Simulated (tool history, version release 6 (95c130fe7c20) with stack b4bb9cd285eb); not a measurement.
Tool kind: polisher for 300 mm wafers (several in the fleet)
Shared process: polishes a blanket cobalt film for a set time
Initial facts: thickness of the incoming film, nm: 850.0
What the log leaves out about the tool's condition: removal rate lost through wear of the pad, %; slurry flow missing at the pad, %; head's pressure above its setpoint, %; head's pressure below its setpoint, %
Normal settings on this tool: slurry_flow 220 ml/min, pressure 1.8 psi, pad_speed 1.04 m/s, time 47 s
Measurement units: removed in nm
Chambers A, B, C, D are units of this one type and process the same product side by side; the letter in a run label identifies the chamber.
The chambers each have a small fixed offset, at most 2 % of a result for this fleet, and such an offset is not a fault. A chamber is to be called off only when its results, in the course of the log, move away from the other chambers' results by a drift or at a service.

run,hour,slurry_flow,pressure,pad_speed,time,wafers polished on this pad,hours since the slurry nozzle was cleaned,hours since the head pressure was calibrated,removed
1A,6.7,220,1.8,1.04,47,683,204.2,238.6,180.16
2D,11.7,220,1.8,1.04,47,283,284.7,707.9,182.06
# hour 14.8: chamber A: worn pad replaced by a new one
3B,19.3,220,1.8,1.04,47,518,121.6,564.9,180.91
# hour 26.4: chamber C: worn pad replaced by a new one
4C,29.1,220,1.8,1.04,47,38,480.0,549.3,184.02
# hour 31.5: chamber B: worn pad replaced by a new one
5C,39.6,220,1.8,1.04,47,189,490.5,559.8,178.97
6A,44.9,220,2.4,1.04,47,431,242.4,276.8,243.83
# hour 51.5: chamber D: worn pad replaced by a new one
7B,54.7,220,2.4,1.04,47,333,157.0,600.3,236.77
# hour 56.1: chamber C: slurry nozzle cleaned
8D,64.4,220,2.4,1.04,47,184,337.4,760.6,236.68
# hour 73.0: chamber A: worn pad replaced by a new one
9B,74.1,220,2.4,1.04,47,610,176.4,619.7,237.85
# hour 80.0: chamber C: worn pad replaced by a new one
10C,84.1,220,1.8,1.04,47,58,28.0,604.3,184.29
# hour 89.9: chamber B: worn pad replaced by a new one
11A,90.6,220,1.8,1.04,47,252,288.1,322.5,185.87
12D,99.5,220,1.8,1.04,47,686,372.5,795.7,179.44
13C,107.5,220,1.8,1.04,47,393,51.4,627.7,183.94
# hour 113.3: chamber D: worn pad replaced by a new one
# hour 114.0: chamber A: head pressure recalibrated
14A,116.4,220,1.8,1.04,47,622,313.9,2.5,183.21
15D,122.4,245,1.8,1.04,36,130,395.4,818.6,145.30
# hour 123.4: chamber A: worn pad replaced by a new one
# hour 124.3: chamber D: head pressure recalibrated
# hour 128.9: chamber C: worn pad replaced by a new one
16B,131.1,245,1.8,1.04,36,590,233.4,676.7,139.51
17C,138.4,245,1.8,1.04,36,137,82.3,658.6,139.73
# hour 139.3: chamber B: head pressure recalibrated
18A,145.7,245,1.8,1.04,36,319,343.2,31.8,140.03
# hour 151.6: chamber B: worn pad replaced by a new one
19D,155.5,220,1.8,1.04,47,604,428.5,31.3,183.04
20B,163.7,220,1.8,1.04,47,173,266.0,24.5,166.06
21B,172.3,220,1.8,1.04,47,296,274.6,33.1,169.90
# hour 176.5: chamber A: slurry nozzle cleaned
# hour 177.6: chamber D: worn pad replaced by a new one
22A,182.4,220,1.8,1.04,47,844,6.0,68.5,182.18
# hour 182.7: chamber A: worn pad replaced by a new one
# hour 185.4: chamber C: worn pad replaced by a new one
23D,192.1,220,1.8,1.04,47,208,465.1,67.9,179.37
24C,199.6,220,1.8,1.04,47,203,143.5,719.8,182.85
25A,208.7,220,1.8,1.04,47,373,32.3,94.8,182.70
# hour 214.5: chamber B: worn pad replaced by a new one
26C,219.7,220,1.8,1.04,47,491,163.6,739.9,182.94
27D,227.9,220,1.8,1.04,47,720,500.9,103.7,183.09
28B,235.6,220,1.8,1.04,47,301,337.9,96.4,170.34
# hour 240.2: chamber C: worn pad replaced by a new one
29C,242.3,220,1.8,1.04,47,30,186.2,762.5,187.01
# hour 243.4: chamber A: worn pad replaced by a new one
# hour 245.4: chamber D: worn pad replaced by a new one
30B,251.8,220,1.8,1.04,47,533,354.1,112.6,165.99
31A,262.4,220,1.8,1.04,47,273,86.0,148.5,182.38
32D,268.4,220,1.5,1.04,47,329,541.4,144.2,151.12
33A,276.0,220,1.5,1.04,47,467,99.6,162.1,150.80

Which is it: a chamber that has drifted or been left off by a service, a gauge drift common to all chambers, or only each chamber's usual small offset? If a chamber is off, name it and its likeliest cause.

After it was serviced, chamber B no longer matches the other chambers.
Most likely cause: head's pressure below its setpoint, % = 6.66.

Which of the 4 candidates below, each the usual settings with something changed and its results left as question marks, puts chamber B back in line with what the other chambers give on the usual settings?
In line here means within this much of the mean the other chambers give on the usual settings: removed 7.20 nm
34B-1,283.9,220,1.7,1.00,47,,,,?
34B-2,283.9,220,1.9,1.04,49,,,,?
34B-3,283.9,220,1.7,0.98,45,,,,?
34B-4,283.9,225,1.8,1.04,55,,,,?

On the usual settings, the other chambers give on average: removed 182.76 nm
run,removed
34B-1,151.97
34B-2,183.94
34B-3,142.57
34B-4,196.30
The answer is 34B-2, which returns the chamber to within the allowed miss of the others.

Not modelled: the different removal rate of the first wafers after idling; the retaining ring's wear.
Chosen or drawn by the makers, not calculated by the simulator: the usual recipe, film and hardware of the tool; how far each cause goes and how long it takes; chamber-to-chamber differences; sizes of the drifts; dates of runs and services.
